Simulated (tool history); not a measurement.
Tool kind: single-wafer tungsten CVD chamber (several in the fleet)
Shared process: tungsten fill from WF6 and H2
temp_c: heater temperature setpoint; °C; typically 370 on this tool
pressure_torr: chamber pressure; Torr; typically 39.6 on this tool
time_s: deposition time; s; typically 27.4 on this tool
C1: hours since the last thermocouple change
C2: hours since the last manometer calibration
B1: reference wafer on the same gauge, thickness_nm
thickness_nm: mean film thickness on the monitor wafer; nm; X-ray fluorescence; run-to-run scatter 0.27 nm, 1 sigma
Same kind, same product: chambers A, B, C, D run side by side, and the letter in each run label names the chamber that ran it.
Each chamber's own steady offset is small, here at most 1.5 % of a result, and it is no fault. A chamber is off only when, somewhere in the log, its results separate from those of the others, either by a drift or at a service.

run 1A hour=11.0 | temp_c=370 pressure_torr=39.6 time_s=27.4 | C1=464.9 C2=1162.1 | B1=56.085 | thickness_nm=50.410
run 2B hour=21.0 | temp_c=370 pressure_torr=39.6 time_s=27.4 | C1=1847.3 C2=1078.6 | B1=56.129 | thickness_nm=50.725
run 3C hour=28.7 | temp_c=370 pressure_torr=39.6 time_s=27.4 | C1=3064.1 C2=1652.1 | B1=56.089 | thickness_nm=49.383
-- hour=32.5 chamber B: capacitance manometer re-zeroed and calibrated
run 4D hour=40.4 | temp_c=370 pressure_torr=39.6 time_s=27.4 | C1=603.3 C2=156.6 | B1=55.968 | thickness_nm=50.763
run 5C hour=50.7 | temp_c=370 pressure_torr=39.6 time_s=27.4 | C1=3086.1 C2=1674.1 | B1=56.078 | thickness_nm=49.378
run 6D hour=62.1 | temp_c=370 pressure_torr=39.6 time_s=27.4 | C1=625.0 C2=178.3 | B1=56.180 | thickness_nm=50.676
run 7B hour=72.4 | temp_c=370 pressure_torr=39.6 time_s=27.4 | C1=1898.7 C2=40.0 | B1=56.067 | thickness_nm=50.892
run 8A hour=85.6 | temp_c=370 pressure_torr=39.6 time_s=27.4 | C1=539.5 C2=1236.7 | B1=56.095 | thickness_nm=50.130
run 9B hour=97.8 | temp_c=370 pressure_torr=39.6 time_s=27.4 | C1=1924.1 C2=65.4 | B1=56.133 | thickness_nm=50.628
run 10A hour=110.4 | temp_c=370 pressure_torr=39.6 time_s=27.4 | C1=564.3 C2=1261.5 | B1=56.042 | thickness_nm=50.063
run 11D hour=120.9 | temp_c=370 pressure_torr=39.6 time_s=27.4 | C1=683.8 C2=237.1 | B1=56.127 | thickness_nm=50.067
-- hour=123.7 chamber C: thermocouple changed; heater temperature recalibrated
run 12C hour=128.0 | temp_c=370 pressure_torr=39.6 time_s=27.4 | C1=4.3 C2=1751.4 | B1=56.106 | thickness_nm=49.745
run 13D hour=134.1 | temp_c=370 pressure_torr=39.6 time_s=27.4 | C1=697.0 C2=250.3 | B1=56.090 | thickness_nm=50.639
run 14B hour=142.5 | temp_c=370 pressure_torr=39.6 time_s=27.4 | C1=1968.8 C2=110.1 | B1=56.156 | thickness_nm=50.930
run 15A hour=153.6 | temp_c=370 pressure_torr=39.6 time_s=27.4 | C1=607.5 C2=1304.7 | B1=56.089 | thickness_nm=50.082
run 16C hour=166.7 | temp_c=370 pressure_torr=39.6 time_s=27.4 | C1=43.0 C2=1790.1 | B1=56.118 | thickness_nm=49.540
run 17A hour=178.5 | temp_c=370 pressure_torr=39.6 time_s=27.4 | C1=632.4 C2=1329.6 | B1=56.179 | thickness_nm=49.878
run 18C hour=188.5 | temp_c=380 pressure_torr=39.6 time_s=27.4 | C1=64.8 C2=1811.9 | B1=56.042 | thickness_nm=60.782
run 19B hour=196.1 | temp_c=380 pressure_torr=39.6 time_s=27.4 | C1=2022.4 C2=163.7 | B1=56.115 | thickness_nm=62.571
run 20D hour=206.9 | temp_c=380 pressure_torr=39.6 time_s=27.4 | C1=769.8 C2=323.1 | B1=56.126 | thickness_nm=62.456
run 21A hour=217.9 | temp_c=380 pressure_torr=39.6 time_s=27.4 | C1=671.8 C2=1369.0 | B1=56.123 | thickness_nm=61.852
run 22C hour=228.9 | temp_c=370 pressure_torr=39.6 time_s=27.4 | C1=105.2 C2=1852.3 | B1=56.108 | thickness_nm=49.664
run 23D hour=238.2 | temp_c=370 pressure_torr=39.6 time_s=27.4 | C1=801.1 C2=354.4 | B1=56.101 | thickness_nm=50.618
run 24B hour=249.5 | temp_c=370 pressure_torr=39.6 time_s=27.4 | C1=2075.8 C2=217.1 | B1=56.068 | thickness_nm=50.535
run 25A hour=260.1 | temp_c=370 pressure_torr=39.6 time_s=27.4 | C1=714.0 C2=1411.2 | B1=56.137 | thickness_nm=49.999
run 26D hour=273.0 | temp_c=370 pressure_torr=39.6 time_s=27.4 | C1=835.9 C2=389.2 | B1=56.067 | thickness_nm=50.833
run 27B hour=286.1 | temp_c=370 pressure_torr=39.6 time_s=27.4 | C1=2112.4 C2=253.7 | B1=56.073 | thickness_nm=51.612
run 28C hour=295.2 | temp_c=370 pressure_torr=39.6 time_s=27.4 | C1=171.5 C2=1918.6 | B1=56.062 | thickness_nm=49.353
run 29D hour=304.5 | temp_c=370 pressure_torr=39.6 time_s=27.4 | C1=867.4 C2=420.7 | B1=56.070 | thickness_nm=50.745
run 30B hour=317.8 | temp_c=370 pressure_torr=39.6 time_s=27.4 | C1=2144.1 C2=285.4 | B1=56.045 | thickness_nm=51.112

Next, all 4 chambers run the settings below, one line each with question marks for the results. What does each chamber give?
run 31A hour=327.6 | temp_c=370 pressure_torr=39.6 time_s=27.4 | thickness_nm=?
run 31B hour=327.6 | temp_c=370 pressure_torr=39.6 time_s=27.4 | thickness_nm=?
run 31C hour=327.6 | temp_c=370 pressure_torr=39.6 time_s=27.4 | thickness_nm=?
run 31D hour=327.6 | temp_c=370 pressure_torr=39.6 time_s=27.4 | thickness_nm=?

run=31A thickness_nm=49.993
run=31B thickness_nm=50.792
run=31C thickness_nm=49.726
run=31D thickness_nm=50.581
